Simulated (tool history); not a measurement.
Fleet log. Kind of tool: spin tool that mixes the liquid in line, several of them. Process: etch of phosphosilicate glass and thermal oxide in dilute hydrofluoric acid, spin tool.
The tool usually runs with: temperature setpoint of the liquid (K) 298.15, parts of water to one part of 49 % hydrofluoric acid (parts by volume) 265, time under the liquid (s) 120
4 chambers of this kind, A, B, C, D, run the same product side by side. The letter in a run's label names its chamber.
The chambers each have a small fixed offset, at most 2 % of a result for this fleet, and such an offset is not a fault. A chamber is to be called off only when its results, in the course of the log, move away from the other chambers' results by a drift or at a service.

run	hour	temperature setpoint of the liquid (K)	parts of water to one part of 49 % hydrofluoric acid (parts by volume)	time under the liquid (s)	hours since the thermometer was replaced	hours since the hydrofluoric acid flow meter was replaced	read-back film thickness of the phosphosilicate glass reference wafer, read on the same gauge (nm)	read-back film thickness of the thermal oxide reference wafer, read on the same gauge (nm)	thickness taken off the phosphosilicate glass on a monitor wafer (angstrom)	thickness taken off the thermal oxide on a monitor wafer (angstrom)
1D	6.6	298.15	265	120	698.4	523	39.989	80.026	237.07	18.261
2B	12.5	298.15	265	120	1309.5	476.6	39.985	80.059	235.67	18.895
3A	19.6	298.15	265	120	327.5	341.8	40.027	80.007	237.5	17.896
4C	25.3	298.15	265	120	128.8	644.8	39.968	80.017	238.34	18.216
5B	32.9	298.15	265	120	1329.9	497	39.99	80.008	235.6	19.302
6A	37.7	298.15	265	120	345.6	359.9	40.042	80.005	237.79	18.196
7D	42.5	298.15	265	120	734.3	558.9	40.007	79.982	235.81	18.76
8C	50.8	298.15	265	120	154.3	670.3	40.07	80.073	238.08	18.388
9D	58.8	298.15	265	120	750.6	575.2	39.976	79.989	236.51	18.419
10A	63	298.15	265	120	370.9	385.2	40.039	80.051	238.36	18.735
11B	71.2	298.15	265	120	1368.2	535.3	40.039	79.959	235.85	18.613
12C	76.9	298.15	350	120	180.4	696.4	40.021	80.008	166.57	13.118
13A	85.7	298.15	350	120	393.6	407.9	39.998	80.03	166.02	13.01
14C	93.5	298.15	350	120	197	713	39.962	80.041	166.31	12.974
15D	102.4	298.15	350	120	794.2	618.8	40.02	79.975	163.66	12.63
16B	109.3	298.15	265	120	1406.3	573.4	39.947	80.021	235.3	18.609
17C	113.4	298.15	265	120	216.9	732.9	39.988	79.97	240.19	18.677
18A	120.2	298.15	265	120	428.1	442.4	39.961	79.968	238.75	18.786
19D	127.9	298.15	265	120	819.7	644.3	40.036	80.024	236.49	18.433
20B	134.9	298.15	265	95	1431.9	599	40.001	80.002	186.2	14.831
21B	143.6	298.15	265	95	1440.6	607.7	40.018	80.018	186.96	14.866
22D	149.3	298.15	265	95	841.1	665.7	40.011	79.997	187.61	14.622
23C	156.4	298.15	265	95	259.9	775.9	39.98	79.992	188.48	14.758
24A	161	298.15	265	120	468.9	483.2	40.011	80.032	237.28	18.607
25C	166.6	298.15	265	120	270.1	786.1	40.017	79.983	238.11	18.711
26A	170.6	298.15	265	120	478.5	492.8	39.993	80.024	238.25	18.505
27B	177.3	298.15	265	120	1474.3	641.4	39.951	79.981	235.57	18.692
28D	184	298.15	265	120	875.8	700.4	39.996	79.981	234.97	18.585
29A	190.3	298.15	265	120	498.2	512.5	40.01	80.023	238.18	18.469
30C	196.1	294.15	160	120	299.6	815.6	40.032	80.027	377.37	29.718
31B	204.8	294.15	160	120	1501.8	668.9	40.029	80.01	377.94	29.481
32D	211.1	294.15	160	120	902.9	727.5	40.007	80.005	381.57	29.325
33B	215.3	294.15	160	120	1512.3	679.4	39.987	80.002	378.15	29.767
34A	220.7	298.15	265	120	528.6	542.9	40.015	80.021	238.34	18.613
35C	225.5	298.15	265	120	329	845	39.98	79.997	239.03	18.695
36D	233.6	298.15	265	120	925.4	750	40.015	80.046	235.9	18.045
37A	239.4	298.15	265	70	547.3	561.6	40.012	80.039	138.89	10.804
38D	243.4	298.15	265	70	935.2	759.8	39.954	80.045	137.07	10.727
39B	248.1	298.15	265	70	1545.1	712.2	39.995	79.99	137.43	10.843
40C	257	298.15	265	70	360.5	876.5	39.969	80.05	139.46	10.809
41B	264.3	298.15	265	120	1561.3	728.4	40.005	79.98	235.87	19.288
42D	272.6	298.15	265	120	964.4	789	39.981	79.955	237.24	18.039
43A	281.4	298.15	265	180	589.3	603.6	39.997	79.99	358.57	28.423
44C	285.9	298.15	265	180	389.4	905.4	39.997	79.991	356.15	28.002

Is one chamber off against the others, does the gauge drift, or is nothing wrong? If a chamber is off, say which, and what the likeliest cause is.

The fleet is healthy, with each chamber sitting at its usual small offset and no drift in the gauge.

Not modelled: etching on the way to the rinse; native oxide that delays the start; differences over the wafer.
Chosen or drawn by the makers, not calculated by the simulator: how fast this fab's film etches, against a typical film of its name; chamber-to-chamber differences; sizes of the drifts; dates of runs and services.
